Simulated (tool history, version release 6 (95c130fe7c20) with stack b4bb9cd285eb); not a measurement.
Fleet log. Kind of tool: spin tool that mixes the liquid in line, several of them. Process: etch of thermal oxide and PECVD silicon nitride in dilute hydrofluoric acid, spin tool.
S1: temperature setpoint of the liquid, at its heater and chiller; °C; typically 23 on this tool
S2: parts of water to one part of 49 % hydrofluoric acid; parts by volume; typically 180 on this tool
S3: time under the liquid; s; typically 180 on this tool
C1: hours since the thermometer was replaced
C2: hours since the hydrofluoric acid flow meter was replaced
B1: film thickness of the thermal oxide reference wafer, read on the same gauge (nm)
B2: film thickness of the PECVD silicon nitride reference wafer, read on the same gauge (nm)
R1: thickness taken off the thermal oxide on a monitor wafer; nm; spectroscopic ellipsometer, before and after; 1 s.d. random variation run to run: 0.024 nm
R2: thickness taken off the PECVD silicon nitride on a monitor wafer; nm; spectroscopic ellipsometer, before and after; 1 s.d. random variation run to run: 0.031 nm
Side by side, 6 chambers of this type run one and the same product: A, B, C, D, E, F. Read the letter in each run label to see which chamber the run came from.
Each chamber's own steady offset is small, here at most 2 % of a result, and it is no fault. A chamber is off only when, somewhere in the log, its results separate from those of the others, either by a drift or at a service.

run,hour,S1,S2,S3,C1,C2,B1,B2,R1,R2
1D,6.4,23,180,180,2545.2,137.4,150,120,4.1956,1.5972
2F,13.7,23,180,180,1629.3,347.9,150.01,120.04,4.1357,1.5872
# hour 15.4: chamber B: hydrofluoric acid flow meter replaced
3A,22.1,23,180,180,699.4,149.4,150.04,120.01,4.1478,1.6417
4B,27.4,23,180,180,782.6,12,150,120.02,4.2429,1.6367
5C,35.6,23,180,180,1048.3,198.6,149.99,120.02,4.2708,1.5955
6E,39.8,23,180,180,827.2,1243.4,149.96,120.01,4.1629,1.608
7B,48.4,23,180,180,803.6,33,149.99,120,4.2521,1.614
8D,53.2,23,180,180,2592,184.2,149.98,120.02,4.2102,1.5742
9E,59.8,23,180,180,847.2,1263.4,149.99,119.99,4.2091,1.5821
10C,67.8,23,180,180,1080.5,230.8,149.99,120,4.1951,1.6427
11F,76.1,23,180,180,1691.7,410.3,150.02,120.01,4.1488,1.583
12A,82.6,23,180,180,759.9,209.9,149.99,120.02,4.1833,1.6334
13C,90.6,23,180,180,1103.3,253.6,150.01,119.99,4.2834,1.6101
14F,96.7,23,180,180,1712.3,430.9,149.99,120.01,4.2201,1.6377
15B,101.1,23,180,180,856.3,85.7,150,120,4.282,1.6565
16D,107.6,23,180,180,2646.4,238.6,149.99,119.99,4.1955,1.5961
17E,114.1,19.5,130,180,901.5,1317.7,150.01,120,5.3595,1.7444
18A,119.2,19.5,130,180,796.5,246.5,150,119.98,5.2486,1.7092
19D,127.5,19.5,130,180,2666.3,258.5,149.99,119.97,5.3044,1.7284
20B,133.1,19.5,130,180,888.3,117.7,150.01,120.03,5.4551,1.7823
21F,142.1,19.5,130,180,1757.7,476.3,150,119.99,5.3537,1.767
22A,149.1,19.5,130,180,826.4,276.4,150.01,120.01,5.2479,1.7964
23C,153.7,23,180,180,1166.4,316.7,150,119.96,4.1877,1.6211
24E,159.7,23,180,180,947.1,1363.3,150,120,4.2178,1.6221
25B,168.4,23,180,180,923.6,153,149.98,120.01,4.2554,1.6235
26F,174.5,23,180,180,1790.1,508.7,149.99,119.99,4.159,1.5443
# hour 177.6: chamber E: thermometer replaced
27D,182.2,23,180,180,2721,313.2,149.98,119.99,4.2367,1.6109
28A,189.6,23,180,180,866.9,316.9,149.99,120.01,4.1754,1.5879
29C,194.3,23,180,180,1207,357.3,150.01,119.98,4.2194,1.6334
# hour 196.4: chamber D: thermometer replaced
30E,202.1,23,180,180,24.6,1405.7,150.02,120,4.2167,1.6628
31B,209.9,23,180,180,965.1,194.5,150,120.01,4.2513,1.5951
32F,216.4,23,180,180,1832,550.6,150.01,120,4.161,1.5881
# hour 223.6: chamber F: thermometer replaced
33D,225.4,23,180,180,29,356.4,150.01,120.02,4.2846,1.5849
34C,233.5,23,180,180,1246.2,396.5,149.99,120,4.2498,1.6253
35E,241.1,20,180,180,63.6,1444.7,150,120,3.7423,1.346
36A,246.1,20,180,180,923.4,373.4,150,119.99,3.7086,1.3091
37B,253.2,20,180,180,1008.4,237.8,149.99,119.99,3.8076,1.2872
38D,259.7,20,180,180,63.3,390.7,150,120,3.7405,1.2973
39E,264.6,20,180,180,87.1,1468.2,150,120,3.7383,1.3344
40A,270.1,20,180,180,947.4,397.4,149.98,119.99,3.6979,1.3225
41F,274.2,23,180,180,50.6,608.4,150,119.99,4.2214,1.6379
42C,282.8,23,180,180,1295.5,445.8,150.01,120,4.2693,1.6132

All chambers now run identical settings, listed one chamber a line with results as question marks. What results will each chamber show?
43A,289.3,23,180,180,,,,,?,?
43B,289.3,23,180,180,,,,,?,?
43C,289.3,23,180,180,,,,,?,?
43D,289.3,23,180,180,,,,,?,?
43E,289.3,23,180,180,,,,,?,?
43F,289.3,23,180,180,,,,,?,?

run,R1,R2
43A,4.166,1.5991
43B,4.254,1.5941
43C,4.2409,1.6422
43D,4.2102,1.6282
43E,4.1985,1.6421
43F,4.1479,1.6343
